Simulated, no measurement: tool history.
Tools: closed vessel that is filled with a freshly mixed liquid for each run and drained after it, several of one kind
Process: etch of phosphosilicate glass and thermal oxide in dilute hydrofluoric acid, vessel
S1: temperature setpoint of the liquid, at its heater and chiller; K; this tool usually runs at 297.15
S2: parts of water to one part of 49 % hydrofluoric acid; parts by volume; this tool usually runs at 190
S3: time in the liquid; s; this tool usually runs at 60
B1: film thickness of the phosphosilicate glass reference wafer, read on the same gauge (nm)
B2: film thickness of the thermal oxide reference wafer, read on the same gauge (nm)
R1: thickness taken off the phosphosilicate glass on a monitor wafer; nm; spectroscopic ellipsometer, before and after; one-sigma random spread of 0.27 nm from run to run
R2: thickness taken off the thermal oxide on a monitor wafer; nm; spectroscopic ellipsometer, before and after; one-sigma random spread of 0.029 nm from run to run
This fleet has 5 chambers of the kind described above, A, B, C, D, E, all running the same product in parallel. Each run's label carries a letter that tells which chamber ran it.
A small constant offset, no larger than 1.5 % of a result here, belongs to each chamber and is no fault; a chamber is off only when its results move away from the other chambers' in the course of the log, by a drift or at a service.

run	hour	S1	S2	S3	B1	B2	R1	R2
1A	5.4	297.15	190	60	150	30.011	30.586	1.3406
2B	13.7	297.15	190	60	150.01	30.003	30.107	1.3599
3C	19.1	297.15	190	60	149.96	29.993	29.944	1.3573
4E	25.5	297.15	190	60	150	30.022	30.113	1.3768
5D	34.4	297.15	190	60	150.01	30.012	30.453	1.3167
6A	42.3	297.15	190	60	150.03	29.932	30.277	1.3349
7E	49.5	297.15	190	60	150.01	30.004	30.174	1.3509
8D	58.6	297.15	155	60	149.98	30.036	38.751	1.7191
9C	65.9	297.15	155	60	149.98	30.017	37.515	1.6697
10B	74.8	297.15	155	60	149.98	29.983	38.593	1.6854
11C	82	297.15	155	60	150.01	29.979	38.066	1.7007
12D	86.6	297.15	155	60	150.05	30.03	37.922	1.6283
13A	94.2	297.15	190	60	150	29.946	30.486	1.362
14E	102.6	297.15	190	60	150	29.954	30.022	1.2884
15B	107.9	297.15	190	60	149.98	29.998	30.14	1.3307
16B	114.7	297.15	190	60	150.02	30.022	30.889	1.2698
17A	122.9	297.15	190	60	149.99	30.048	30.406	1.3146
18D	129.3	297.15	190	60	150.01	29.948	30.155	1.3347
# hour 135.2: chamber B: hydrofluoric acid flow meter replaced
19E	137.1	297.15	190	60	150.02	30.038	29.815	1.2938
20C	144.4	297.15	190	60	149.96	29.972	29.421	1.2966
21C	148.6	297.15	190	60	149.99	29.973	30.004	1.3608
22D	154.2	297.15	190	60	149.99	30.02	30.421	1.3411
23A	158.6	297.15	190	60	149.99	29.95	30.25	1.3402
24E	164.1	297.15	190	60	150.03	30.061	30.269	1.3228
25B	168.1	297.15	190	60	150	30.034	30.288	1.318
26D	177.1	297.15	190	60	149.96	29.983	30.238	1.3075
27B	185.4	297.15	190	60	149.97	29.995	30.459	1.3343
28C	193	297.15	190	60	150	29.986	29.567	1.3193
29E	198.2	297.15	190	60	150.01	30.005	30.489	1.2798
30A	202.9	297.15	190	60	150.01	30.006	30.59	1.3282
31B	210.8	297.15	190	60	149.98	29.95	30.634	1.3223
32E	218.6	297.15	190	60	150.03	29.974	30.517	1.3484

Is one chamber out of step, is the gauge drifting, or do the chambers differ by no more than their own small offsets? For an off chamber, give its letter and the likeliest cause.

Neither any chamber nor the gauge drifts; the chambers differ only by their own small, steady offsets.
